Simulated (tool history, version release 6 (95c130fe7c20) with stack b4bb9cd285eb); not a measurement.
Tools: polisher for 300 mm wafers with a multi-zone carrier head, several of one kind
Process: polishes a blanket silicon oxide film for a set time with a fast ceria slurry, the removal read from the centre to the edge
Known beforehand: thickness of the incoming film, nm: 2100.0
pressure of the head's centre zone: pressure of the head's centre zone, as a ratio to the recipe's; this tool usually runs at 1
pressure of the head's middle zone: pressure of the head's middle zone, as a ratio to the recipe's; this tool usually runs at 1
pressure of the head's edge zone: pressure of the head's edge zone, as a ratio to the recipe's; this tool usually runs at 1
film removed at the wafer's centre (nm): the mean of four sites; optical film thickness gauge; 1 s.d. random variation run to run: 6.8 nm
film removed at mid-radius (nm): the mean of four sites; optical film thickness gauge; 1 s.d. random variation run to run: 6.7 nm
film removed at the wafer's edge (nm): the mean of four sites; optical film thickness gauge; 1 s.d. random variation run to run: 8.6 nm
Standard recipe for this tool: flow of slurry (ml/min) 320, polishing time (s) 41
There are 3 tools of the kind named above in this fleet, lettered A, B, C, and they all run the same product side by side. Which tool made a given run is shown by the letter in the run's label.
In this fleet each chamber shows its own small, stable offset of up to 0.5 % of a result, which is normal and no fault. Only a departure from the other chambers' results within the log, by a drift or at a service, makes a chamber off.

run,hour,flow of slurry (ml/min),pressure of the head's centre zone,pressure of the head's middle zone,pressure of the head's edge zone,polishing time (s),wafers polished on this pad,hours since the slurry nozzle was cleaned,hours since the centre zone pressure was calibrated,hours since the edge zone pressure was calibrated,film removed at the wafer's centre (nm),film removed at mid-radius (nm),film removed at the wafer's edge (nm)
1C,7.1,320,1,1,1,41,570,67.6,145.8,456.2,706.14,715.33,709.25
2B,12.7,320,1,1,1,41,1429,270.2,366.8,49,718.94,714.27,707.03
3A,22.3,320,1,1,1,41,1213,274.4,745.5,972.4,717.02,705.06,711.57
# hour 27.9: chamber B: worn pad replaced by a new one
# hour 28.1: chamber A: edge zone pressure recalibrated
4B,32.1,320,1,1,1,41,55,289.6,386.2,68.4,712.12,707.71,717.88
5A,38.3,320,1,1,1,41,1425,290.4,761.5,10.3,710.78,715.24,707.92
6C,45.8,320,1,1,1,41,1083,106.3,184.5,494.9,706.39,711.77,706.27
7A,53.6,320,1,1,1,41,1628,305.7,776.8,25.6,713.08,722.57,719.94
# hour 62.1: chamber C: worn pad replaced by a new one
8B,62.8,320,1,1,1,41,463,320.3,416.9,99.1,705.61,711.55,714.01
9C,68.9,320,1,1,1,41,91,129.4,207.6,518,710.03,718.96,691.55
10C,77.6,320,1,1,1,41,206,138.1,216.3,526.7,712.24,714.7,707.67
11A,86,320,1,1,1,41,2058,338.1,809.2,58,696.99,693.14,698.92
12B,95.8,320,1,1,1,41,901,353.3,449.9,132.1,712.12,711.36,713.31
13C,105.1,320,1,1,1,41,571,165.6,243.8,554.2,725.07,712.79,697.77
14A,109.9,320,1.09,1,1,41,2375,362,833.1,81.9,756.58,690.03,700.52
15B,115,320,1.09,1,1,41,1156,372.5,469.1,151.3,784.52,707.97,723.33
16C,122.7,320,1.09,1,1,41,805,183.2,261.4,571.8,794.26,709.75,690.53
17B,131.8,320,1,1,1,41,1379,389.3,485.9,168.1,711.29,724.13,706.77
# hour 140.4: chamber B: worn pad replaced by a new one
18A,141.1,320,1,1,1,41,2789,393.2,864.3,113.1,693.47,691.68,682.54
19C,147.1,320,1,1,1,41,1129,207.6,285.8,596.2,710.53,716.65,709.67
20B,151.9,320,1,1,1,41,152,409.4,506,188.2,708.14,713.85,706.52
# hour 156.9: chamber C: worn pad replaced by a new one
21A,157.7,270,1,1,1.11,41,3010,409.8,880.9,129.7,668.07,670.87,717.37
22A,166.3,270,1,1,1.11,41,3124,418.4,889.5,138.3,664.52,676.21,693.08
23C,172.9,270,1,1,1.11,41,213,233.4,311.6,622,699.99,718.37,742.84
24B,181.5,320,1,1,1,41,545,439,535.6,217.8,713.69,719.55,722.95
# hour 183.5: chamber A: centre zone pressure recalibrated
25A,186.6,320,1,1,1,41,3393,438.7,3.1,158.6,667.9,680.11,680.46
26B,192.7,320,1,1,1,41,694,450.2,546.8,229,707.25,726.43,722.62
27C,201.1,320,1,1,1,41,587,261.6,339.8,650.2,714.81,717.11,713.86
28A,208.3,320,1,1,1,41,3681,460.4,24.8,180.3,679.08,668.45,678.58
29B,216.6,320,1,1,1,41,1011,474.1,570.7,252.9,706.79,720.8,719.76
30C,225.6,320,1,1,1,41,912,286.1,364.3,674.7,712.72,713.97,697.91
31B,234.1,420,1,1,1,41,1243,491.6,588.2,270.4,727.5,730.37,720.67
32C,242.1,420,1,1,1,41,1131,302.6,380.8,691.2,723.04,719.18,726.84
# hour 243: chamber A: slurry nozzle cleaned
33A,249.5,420,1,1,1,41,4228,6.6,66,221.5,676.41,680.08,673.62
34C,254.4,320,1,1,1,41,1294,314.9,393.1,703.5,700.82,710.09,711.98
# hour 256: chamber B: worn pad replaced by a new one
35A,262.5,320,1,1,1,41,4401,19.6,79,234.5,661.63,657.48,663.31
# hour 263.2: chamber C: worn pad replaced by a new one
36B,268,320,1,1,1,41,160,525.5,622.1,304.3,704.47,711.57,712.4
37B,278.6,320,1,1,1,41,301,536.1,632.7,314.9,710.46,714.97,720.08
38C,289.2,355,1,0.94,1,41,345,349.7,427.9,738.3,732.85,681.91,732.93
39A,295.4,355,1,0.94,1,41,4837,52.5,111.9,267.4,650.19,611.9,656.17
40B,301,355,1,0.94,1,41,598,558.5,655.1,337.3,711.21,676.36,726.17

Next, every chamber runs the same settings. What will each give?
41A,308.8,320,1,1,1,41,,,,,?,?,?
41B,308.8,320,1,1,1,41,,,,,?,?,?
41C,308.8,320,1,1,1,41,,,,,?,?,?

run,film removed at the wafer's centre (nm),film removed at mid-radius (nm),film removed at the wafer's edge (nm)
41A,644.9,653.76,649.13
41B,729.87,709.95,726.12
41C,710.95,730.05,709.55
